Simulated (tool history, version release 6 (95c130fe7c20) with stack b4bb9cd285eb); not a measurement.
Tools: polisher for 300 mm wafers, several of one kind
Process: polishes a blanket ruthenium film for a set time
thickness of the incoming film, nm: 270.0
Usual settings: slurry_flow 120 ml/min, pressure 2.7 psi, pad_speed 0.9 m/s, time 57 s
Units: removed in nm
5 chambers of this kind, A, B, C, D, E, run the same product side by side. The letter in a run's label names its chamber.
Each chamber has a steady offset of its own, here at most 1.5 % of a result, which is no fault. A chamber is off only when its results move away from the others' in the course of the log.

run,hour,slurry_flow,pressure,pad_speed,time,wafers polished on this pad,hours since the slurry nozzle was cleaned,hours since the head pressure was calibrated,removed
# hour 5.3: chamber D: slurry nozzle cleaned
1D,6.5,120,2.7,0.9,57,203,1.3,382.6,75.362
# hour 8.2: chamber B: worn pad replaced by a new one
# hour 10.3: chamber E: slurry nozzle cleaned
# hour 11.6: chamber E: worn pad replaced by a new one
2E,12.6,120,2.7,0.9,57,13,2.4,536,77.376
3C,16.4,120,2.7,0.9,57,284,209.3,1292.9,74.509
4A,20.5,120,2.7,0.9,57,390,424.6,970.9,76.413
5B,25.4,120,2.7,0.9,57,238,129.4,271.1,76.29
6E,29.6,120,2.7,0.9,57,248,19.4,553,75.244
7B,36.2,120,2.7,0.9,57,386,140.2,281.9,77.332
# hour 37.7: chamber C: worn pad replaced by a new one
8A,43.2,120,2.7,0.9,57,703,447.3,993.6,76.016
9D,47.7,120,2.7,0.9,57,771,42.5,423.8,75.398
10C,54.2,120,2.7,0.9,57,227,247.1,1330.7,73.743
# hour 57.3: chamber E: worn pad replaced by a new one
11B,58.2,120,2.7,0.9,57,690,162.2,303.9,76.756
12D,64.3,120,2.7,0.9,57,999,59.1,440.4,75.824
# hour 65.8: chamber D: head pressure recalibrated
13C,68.1,120,2.7,0.9,57,419,261,1344.6,74.069
14E,73,120,2.7,0.9,57,216,62.8,596.4,77.273
# hour 73.4: chamber B: worn pad replaced by a new one
# hour 75: chamber C: head pressure recalibrated
15A,76.9,120,2.7,0.9,57,1167,481,1027.3,74.821
16E,80.1,120,2.7,0.9,57,314,69.9,603.5,76.485
# hour 85.1: chamber C: worn pad replaced by a new one
17C,86.8,120,2.7,0.9,57,24,279.7,11.9,74.918
18A,93.8,120,2.7,0.9,57,1400,497.9,1044.2,74.578
# hour 94.9: chamber D: worn pad replaced by a new one
# hour 96.9: chamber A: worn pad replaced by a new one
# hour 98.6: chamber E: worn pad replaced by a new one
19D,99.7,120,2.7,0.9,47,67,94.5,34,62.622
20B,104.7,120,2.7,0.9,47,431,208.7,350.4,62.754
21B,109.2,120,2.7,0.9,47,493,213.2,354.9,62.411
22C,115.3,120,2.7,0.9,47,417,308.2,40.4,61.555
23E,120.5,120,2.7,0.9,47,302,110.3,643.9,63.727
24D,125.9,120,2.7,0.9,57,428,120.7,60.2,76.167
25A,131,120,2.7,0.9,57,470,535.1,1081.4,73.408
# hour 131.2: chamber C: worn pad replaced by a new one
# hour 131.6: chamber B: worn pad replaced by a new one
26B,135.4,120,2.7,0.9,57,52,239.4,381.1,77.44
# hour 141.4: chamber E: worn pad replaced by a new one
27C,142,120,2.7,0.9,57,149,334.9,67.1,72.881
28D,146.6,120,2.7,0.9,57,713,141.4,80.9,75.992
29A,153.6,90,2.7,0.9,57,781,557.7,1104,64.339
30E,160.6,90,2.7,0.9,57,265,150.4,684,71.304
31B,164.2,90,2.7,0.9,57,449,268.2,409.9,69.299
32C,171.1,90,2.7,0.9,57,550,364,96.2,68.862
33A,175.6,90,2.7,0.9,57,1085,579.7,1126,61.639
34E,182.6,120,2.7,0.9,57,568,172.4,706,77.068
35D,186.6,120,2.7,0.9,57,1265,181.4,120.9,75.548

Is one chamber off against the others, does the gauge drift, or is nothing wrong? If a chamber is off, say which, and what the likeliest cause is.

Chamber A drifts away from the others.
Cause: slurry flow missing at the pad, % = 37.9.
The log may not tell that from: head's pressure below its setpoint, %.

Here are 4 candidates for chamber A's next run, each the usual settings with a change, their results left as question marks. Which one brings its results back in line with what the others give on the usual settings?
In line means no further than this from the other chambers' mean on the usual settings: removed 3 nm
36A-1,191.7,120,2.7,0.88,56,,,,?
36A-2,191.7,120,2.7,0.9,51,,,,?
36A-3,191.7,120,2.8,0.94,59,,,,?
36A-4,191.7,120,2.8,0.9,57,,,,?

The other chambers' mean on the usual settings: removed 75.48 nm
run,removed
36A-1,64.742
36A-2,60.311
36A-3,75.624
36A-4,69.929
36A-3 brings the chamber back in line.
